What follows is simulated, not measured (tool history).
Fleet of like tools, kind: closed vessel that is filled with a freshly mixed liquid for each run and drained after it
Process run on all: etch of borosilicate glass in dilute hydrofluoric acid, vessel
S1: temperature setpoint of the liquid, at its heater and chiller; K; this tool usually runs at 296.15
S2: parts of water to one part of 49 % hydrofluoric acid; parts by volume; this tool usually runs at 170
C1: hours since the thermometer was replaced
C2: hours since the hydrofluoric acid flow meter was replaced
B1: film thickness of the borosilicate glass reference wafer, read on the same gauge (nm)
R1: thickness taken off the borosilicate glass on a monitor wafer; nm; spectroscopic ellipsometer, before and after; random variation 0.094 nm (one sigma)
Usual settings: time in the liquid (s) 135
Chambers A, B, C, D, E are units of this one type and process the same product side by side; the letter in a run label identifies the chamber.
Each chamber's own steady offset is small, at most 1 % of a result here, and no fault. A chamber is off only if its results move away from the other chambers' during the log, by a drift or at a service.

{"run": "1A", "hour": 2.8, "S1": 296.15, "S2": 170, "time in the liquid (s)": 135, "C1": 2373.8, "C2": 826.7, "B1": 60.016, "R1": 15.038}
{"run": "2E", "hour": 8.6, "S1": 296.15, "S2": 170, "time in the liquid (s)": 135, "C1": 1366.7, "C2": 766.2, "B1": 59.979, "R1": 14.768}
{"run": "3D", "hour": 13.7, "S1": 296.15, "S2": 170, "time in the liquid (s)": 135, "C1": 983.8, "C2": 1151, "B1": 60.007, "R1": 15.019}
{"run": "4B", "hour": 16.5, "S1": 296.15, "S2": 170, "time in the liquid (s)": 135, "C1": 108.4, "C2": 335.6, "B1": 59.99, "R1": 15.007}
{"run": "5C", "hour": 20.3, "S1": 296.15, "S2": 130, "time in the liquid (s)": 135, "C1": 240.1, "C2": 1123.9, "B1": 59.989, "R1": 20.596}
{"run": "6D", "hour": 23.3, "S1": 296.15, "S2": 130, "time in the liquid (s)": 135, "C1": 993.4, "C2": 1160.6, "B1": 60.009, "R1": 20.501}
{"run": "7E", "hour": 26.9, "S1": 296.15, "S2": 130, "time in the liquid (s)": 135, "C1": 1385, "C2": 784.5, "B1": 59.991, "R1": 20.459}
{"run": "8B", "hour": 31.9, "S1": 296.15, "S2": 130, "time in the liquid (s)": 135, "C1": 123.8, "C2": 351, "B1": 59.989, "R1": 20.508}
{"run": "9A", "hour": 36.0, "S1": 296.15, "S2": 130, "time in the liquid (s)": 135, "C1": 2407, "C2": 859.9, "B1": 59.989, "R1": 20.634}
{"run": "10C", "hour": 40.3, "S1": 296.15, "S2": 170, "time in the liquid (s)": 135, "C1": 260.1, "C2": 1143.9, "B1": 59.993, "R1": 15.025}
{"run": "11B", "hour": 46.0, "S1": 296.15, "S2": 170, "time in the liquid (s)": 135, "C1": 137.9, "C2": 365.1, "B1": 59.988, "R1": 14.897}
{"run": "12E", "hour": 49.9, "S1": 291.65, "S2": 235, "time in the liquid (s)": 135, "C1": 1408, "C2": 807.5, "B1": 59.974, "R1": 8.4841}
{"hour": 53.3, "done": "chamber E: thermometer replaced"}
{"run": "13C", "hour": 55.9, "S1": 291.65, "S2": 235, "time in the liquid (s)": 135, "C1": 275.7, "C2": 1159.5, "B1": 59.987, "R1": 8.4569}
{"run": "14D", "hour": 58.9, "S1": 291.65, "S2": 235, "time in the liquid (s)": 135, "C1": 1029, "C2": 1196.2, "B1": 59.996, "R1": 8.648}
{"run": "15A", "hour": 65.2, "S1": 291.65, "S2": 235, "time in the liquid (s)": 135, "C1": 2436.2, "C2": 889.1, "B1": 59.996, "R1": 8.5969}
{"run": "16A", "hour": 69.7, "S1": 291.65, "S2": 235, "time in the liquid (s)": 135, "C1": 2440.7, "C2": 893.6, "B1": 59.964, "R1": 8.5815}
{"run": "17D", "hour": 72.8, "S1": 296.15, "S2": 170, "time in the liquid (s)": 65, "C1": 1042.9, "C2": 1210.1, "B1": 59.988, "R1": 7.2507}
{"run": "18C", "hour": 75.9, "S1": 296.15, "S2": 170, "time in the liquid (s)": 65, "C1": 295.7, "C2": 1179.5, "B1": 59.997, "R1": 7.2087}
{"run": "19B", "hour": 81.7, "S1": 296.15, "S2": 170, "time in the liquid (s)": 65, "C1": 173.6, "C2": 400.8, "B1": 60.026, "R1": 7.2898}
{"run": "20E", "hour": 84.7, "S1": 296.15, "S2": 170, "time in the liquid (s)": 65, "C1": 31.5, "C2": 842.3, "B1": 60.019, "R1": 7.3304}
{"run": "21C", "hour": 88.9, "S1": 296.15, "S2": 170, "time in the liquid (s)": 65, "C1": 308.7, "C2": 1192.5, "B1": 60.017, "R1": 7.2198}
{"run": "22D", "hour": 92.2, "S1": 296.15, "S2": 170, "time in the liquid (s)": 135, "C1": 1062.3, "C2": 1229.5, "B1": 60.003, "R1": 15.269}
{"run": "23B", "hour": 95.6, "S1": 296.15, "S2": 170, "time in the liquid (s)": 135, "C1": 187.5, "C2": 414.7, "B1": 60.02, "R1": 15.138}
{"run": "24E", "hour": 101.3, "S1": 296.15, "S2": 170, "time in the liquid (s)": 135, "C1": 48.1, "C2": 858.9, "B1": 60.033, "R1": 15.012}
{"run": "25A", "hour": 105.8, "S1": 296.15, "S2": 125, "time in the liquid (s)": 195, "C1": 2476.8, "C2": 929.7, "B1": 59.994, "R1": 30.939}
{"run": "26A", "hour": 108.5, "S1": 296.15, "S2": 125, "time in the liquid (s)": 195, "C1": 2479.5, "C2": 932.4, "B1": 60.007, "R1": 30.827}
{"run": "27D", "hour": 114.0, "S1": 296.15, "S2": 125, "time in the liquid (s)": 195, "C1": 1084.1, "C2": 1251.3, "B1": 60.006, "R1": 31.42}
{"run": "28B", "hour": 118.1, "S1": 296.15, "S2": 125, "time in the liquid (s)": 195, "C1": 210, "C2": 437.2, "B1": 59.995, "R1": 31.053}
{"run": "29E", "hour": 123.5, "S1": 296.15, "S2": 125, "time in the liquid (s)": 195, "C1": 70.3, "C2": 881.1, "B1": 60.014, "R1": 30.923}
{"run": "30C", "hour": 126.5, "S1": 296.15, "S2": 170, "time in the liquid (s)": 135, "C1": 346.3, "C2": 1230.1, "B1": 60.006, "R1": 14.759}
{"run": "31C", "hour": 129.6, "S1": 296.15, "S2": 170, "time in the liquid (s)": 135, "C1": 349.4, "C2": 1233.2, "B1": 59.997, "R1": 14.967}
{"run": "32D", "hour": 135.0, "S1": 296.15, "S2": 170, "time in the liquid (s)": 135, "C1": 1105.1, "C2": 1272.3, "B1": 60.014, "R1": 15.317}
{"run": "33B", "hour": 140.2, "S1": 296.15, "S2": 170, "time in the liquid (s)": 135, "C1": 232.1, "C2": 459.3, "B1": 60.029, "R1": 15.059}
{"run": "34A", "hour": 142.9, "S1": 296.15, "S2": 170, "time in the liquid (s)": 135, "C1": 2513.9, "C2": 966.8, "B1": 59.994, "R1": 15.028}

Has any chamber moved away from the others, gradually or after a service, or does the common gauge drift, or do the chambers differ only by their own small steady offsets? State the chamber and the most likely cause if one applies.

No chamber stands off beyond its own small offset, and the gauge holds steady.
